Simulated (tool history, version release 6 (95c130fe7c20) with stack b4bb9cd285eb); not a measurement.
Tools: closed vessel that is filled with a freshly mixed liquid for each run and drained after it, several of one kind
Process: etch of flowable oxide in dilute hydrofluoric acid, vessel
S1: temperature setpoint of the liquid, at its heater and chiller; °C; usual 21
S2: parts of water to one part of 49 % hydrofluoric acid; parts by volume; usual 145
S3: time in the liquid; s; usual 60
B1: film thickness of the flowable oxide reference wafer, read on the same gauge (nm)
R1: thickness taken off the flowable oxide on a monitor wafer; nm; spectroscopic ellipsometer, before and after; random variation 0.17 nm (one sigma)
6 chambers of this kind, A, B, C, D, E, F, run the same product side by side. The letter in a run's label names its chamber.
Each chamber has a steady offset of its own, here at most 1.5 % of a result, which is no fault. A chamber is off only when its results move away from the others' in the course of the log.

run	day	S1	S2	S3	B1	R1
1E	0.317	21	145	60	40.01	18.397
2F	0.804	21	145	60	39.983	17.985
3D	1.233	21	145	60	40.017	17.853
4A	1.467	21	145	60	39.97	18.041
5B	1.721	21	145	60	39.993	18.223
6C	2.204	21	145	60	40.007	18.611
7A	2.654	21	145	60	40.005	18.108
8B	2.908	21	145	60	39.985	18.711
9C	3.158	21	145	60	39.952	18.451
10F	3.458	21	145	95	40.021	28.517
11D	3.721	21	145	95	40.001	28.799
# day 3.729: chamber B: thermometer replaced
12E	3.962	21	145	95	40.015	29.141
13D	4.212	21	145	95	40.015	28.871
14C	4.612	21	145	95	39.976	29.138
15E	5.108	21	145	95	40.017	28.991
16B	5.338	21	145	60	40.018	18.416
17A	5.829	21	145	60	40.002	17.988
18F	6.133	21	145	60	39.98	18.04
19E	6.533	21	145	60	39.977	18.265
20F	6.812	21	145	60	40.002	17.823
21B	7.292	23	145	60	40.008	20.139
22D	7.529	23	145	60	39.994	20.029
23A	7.962	23	145	60	40.013	19.456
24C	8.304	23	145	60	39.994	19.8
25F	8.621	23	145	60	39.984	19.514
26A	8.933	23	145	60	39.968	19.455
27E	9.254	17.5	145	45	40.007	11.964
28C	9.738	17.5	145	45	40	12.043
29D	10.083	17.5	145	45	39.998	12.118
30B	10.392	17.5	145	45	39.991	11.888
# day 10.575: chamber B: hydrofluoric acid flow meter replaced
31A	10.696	17.5	145	45	39.978	11.868
32F	11.008	17.5	145	45	40.008	11.857
33E	11.454	21	145	60	40.011	17.847
34C	11.733	19	125	60	39.995	19.893
35B	12.042	19	125	60	40.028	20.269
36D	12.288	19	125	60	39.969	20.006
37E	12.758	19	125	60	39.997	19.966
38F	13.062	19	125	60	40.009	19.576
39C	13.288	19	125	60	40.007	19.766
40A	13.658	21	145	60	39.986	17.862
41B	13.996	21	145	60	39.995	18.117
42D	14.338	17	145	60	40.011	15.564

All 6 chambers run these settings next. Forecast each chamber's results:
43A	14.704	21	110	60		?
43B	14.704	21	110	60		?
43C	14.704	21	110	60		?
43D	14.704	21	110	60		?
43E	14.704	21	110	60		?
43F	14.704	21	110	60		?

run	R1
43A	24.3
43B	25.38
43C	25.055
43D	24.681
43E	24.968
43F	24.507
